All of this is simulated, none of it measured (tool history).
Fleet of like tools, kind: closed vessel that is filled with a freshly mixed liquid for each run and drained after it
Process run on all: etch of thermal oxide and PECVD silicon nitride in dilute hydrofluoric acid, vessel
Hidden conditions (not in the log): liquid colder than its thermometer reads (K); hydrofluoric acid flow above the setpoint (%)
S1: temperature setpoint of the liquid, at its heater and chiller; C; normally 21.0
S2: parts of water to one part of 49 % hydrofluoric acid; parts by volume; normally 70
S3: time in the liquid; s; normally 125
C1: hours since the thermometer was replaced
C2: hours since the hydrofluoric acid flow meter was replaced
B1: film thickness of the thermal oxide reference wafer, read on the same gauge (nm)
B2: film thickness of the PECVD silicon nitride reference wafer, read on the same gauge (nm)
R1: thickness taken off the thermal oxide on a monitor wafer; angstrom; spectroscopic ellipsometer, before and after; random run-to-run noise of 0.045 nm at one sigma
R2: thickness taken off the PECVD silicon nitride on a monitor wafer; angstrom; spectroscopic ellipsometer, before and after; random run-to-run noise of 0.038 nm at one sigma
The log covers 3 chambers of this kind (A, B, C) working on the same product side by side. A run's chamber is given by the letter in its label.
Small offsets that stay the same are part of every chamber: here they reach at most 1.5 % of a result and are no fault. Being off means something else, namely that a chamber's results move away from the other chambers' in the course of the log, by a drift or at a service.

| run | hour | S1 | S2 | S3 | C1 | C2 | B1 | B2 | R1 | R2 |
|---|---|---|---|---|---|---|---|---|---|---|
| 1B | 5.6 | 21.0 | 70 | 125 | 399.1 | 421.8 | 149.99 | 40.015 | 76.848 | 30.091 |
| 2A | 10.1 | 21.0 | 70 | 125 | 379.9 | 604.1 | 149.99 | 40.010 | 76.773 | 30.793 |
| 3C | 15.0 | 21.0 | 70 | 125 | 357.5 | 464.0 | 150.02 | 39.994 | 77.505 | 30.615 |
| 4B | 21.7 | 21.0 | 70 | 125 | 415.2 | 437.9 | 149.98 | 40.013 | 76.618 | 30.405 |
| 5A | 29.3 | 21.0 | 70 | 125 | 399.1 | 623.3 | 150.01 | 40.022 | 76.477 | 30.819 |
| 6C | 36.3 | 21.0 | 70 | 125 | 378.8 | 485.3 | 150.04 | 39.997 | 77.225 | 29.800 |
| 7B | 44.0 | 21.0 | 70 | 125 | 437.5 | 460.2 | 150.01 | 40.008 | 77.346 | 30.575 |
| 8C | 48.6 | 21.0 | 70 | 125 | 391.1 | 497.6 | 150.02 | 39.994 | 78.577 | 30.263 |
| 9A | 55.9 | 21.0 | 70 | 125 | 425.7 | 649.9 | 149.98 | 40.039 | 76.837 | 31.357 |
| 10B | 60.8 | 21.0 | 70 | 70 | 454.3 | 477.0 | 150.00 | 40.008 | 43.134 | 16.945 |
| 11A | 69.6 | 21.0 | 70 | 70 | 439.4 | 663.6 | 149.99 | 39.984 | 43.065 | 17.406 |
| 12C | 75.8 | 21.0 | 70 | 70 | 418.3 | 524.8 | 150.01 | 40.003 | 43.416 | 17.010 |
| 13C | 85.1 | 21.0 | 70 | 125 | 427.6 | 534.1 | 150.00 | 39.996 | 77.993 | 30.916 |
| 14A | 90.5 | 21.0 | 70 | 125 | 460.3 | 684.5 | 149.98 | 40.019 | 77.247 | 30.662 |
| 15B | 98.2 | 21.0 | 70 | 125 | 491.7 | 514.4 | 150.00 | 39.987 | 76.133 | 30.573 |
| 16B | 102.3 | 21.0 | 70 | 125 | 495.8 | 518.5 | 150.01 | 39.992 | 77.224 | 29.942 |
| 17A | 108.7 | 21.0 | 70 | 125 | 478.5 | 702.7 | 149.98 | 40.023 | 77.020 | 30.581 |
| 18C | 117.9 | 21.0 | 70 | 125 | 460.4 | 566.9 | 150.03 | 40.017 | 77.873 | 30.394 |
| 19B | 123.7 | 21.0 | 70 | 125 | 517.2 | 539.9 | 149.99 | 39.990 | 77.004 | 30.380 |
| 20C | 132.3 | 21.0 | 70 | 125 | 474.8 | 581.3 | 150.01 | 40.001 | 77.520 | 29.568 |
| 21A | 137.9 | 19.5 | 70 | 75 | 507.7 | 731.9 | 150.03 | 39.997 | 43.621 | 16.732 |
| 22B | 147.2 | 19.5 | 70 | 75 | 540.7 | 563.4 | 150.00 | 40.026 | 43.393 | 16.354 |
| 23C | 154.9 | 19.5 | 70 | 75 | 497.4 | 603.9 | 150.01 | 40.017 | 44.288 | 16.659 |
| 24A | 163.8 | 21.0 | 70 | 125 | 533.6 | 757.8 | 150.02 | 40.024 | 76.811 | 30.286 |
|  | 164.3 | chamber C: thermometer replaced |
| 25B | 173.1 | 21.0 | 70 | 125 | 566.6 | 589.3 | 150.04 | 39.984 | 76.163 | 29.440 |
| 26A | 178.0 | 21.0 | 70 | 125 | 547.8 | 772.0 | 150.02 | 40.016 | 76.406 | 30.971 |
| 27C | 183.5 | 21.0 | 70 | 125 | 19.3 | 632.5 | 150.01 | 39.959 | 77.711 | 30.536 |
| 28A | 191.9 | 21.0 | 70 | 125 | 561.7 | 785.9 | 150.01 | 39.999 | 76.556 | 30.578 |
| 29B | 196.4 | 21.0 | 70 | 125 | 589.9 | 612.6 | 149.98 | 39.992 | 77.608 | 30.266 |
| 30C | 203.5 | 21.0 | 70 | 125 | 39.3 | 652.5 | 149.96 | 39.958 | 77.688 | 30.919 |
| 31C | 212.6 | 21.0 | 70 | 125 | 48.4 | 661.6 | 150.01 | 40.013 | 77.883 | 30.650 |
| 32B | 220.6 | 21.0 | 70 | 125 | 614.1 | 636.8 | 150.01 | 40.040 | 76.620 | 30.385 |
| 33A | 229.4 | 21.0 | 70 | 125 | 599.2 | 823.4 | 150.03 | 40.025 | 76.817 | 30.277 |
| 34B | 237.9 | 21.0 | 70 | 125 | 631.4 | 654.1 | 150.01 | 40.028 | 76.733 | 30.587 |
| 35A | 245.0 | 21.0 | 70 | 125 | 614.8 | 839.0 | 149.99 | 40.027 | 77.111 | 30.169 |
| 36C | 249.9 | 21.0 | 70 | 125 | 85.7 | 698.9 | 150.00 | 39.996 | 78.616 | 30.308 |
| 37C | 255.0 | 21.0 | 105 | 65 | 90.8 | 704.0 | 150.00 | 40.002 | 26.101 | 10.805 |
| 38A | 260.3 | 21.0 | 105 | 65 | 630.1 | 854.3 | 150.02 | 39.998 | 25.450 | 10.702 |
| 39B | 265.9 | 21.0 | 105 | 65 | 659.4 | 682.1 | 150.03 | 39.990 | 25.589 | 10.892 |
| 40C | 271.9 | 21.0 | 70 | 125 | 107.7 | 720.9 | 150.02 | 39.993 | 77.370 | 31.307 |
| 41A | 278.6 | 18.0 | 70 | 190 | 648.4 | 872.6 | 149.99 | 39.969 | 103.470 | 37.374 |

The same settings go to every chamber for the next run, one line per chamber below. Forecast the results for each:
| 42A | 285.4 | 21.0 | 70 | 90 |  |  |  |  | ? | ? |
| 42B | 285.4 | 21.0 | 70 | 90 |  |  |  |  | ? | ? |
| 42C | 285.4 | 21.0 | 70 | 90 |  |  |  |  | ? | ? |

| run | R1 | R2 |
|---|---|---|
| 42A | 55.873 | 21.975 |
| 42B | 55.260 | 21.394 |
| 42C | 56.109 | 21.968 |
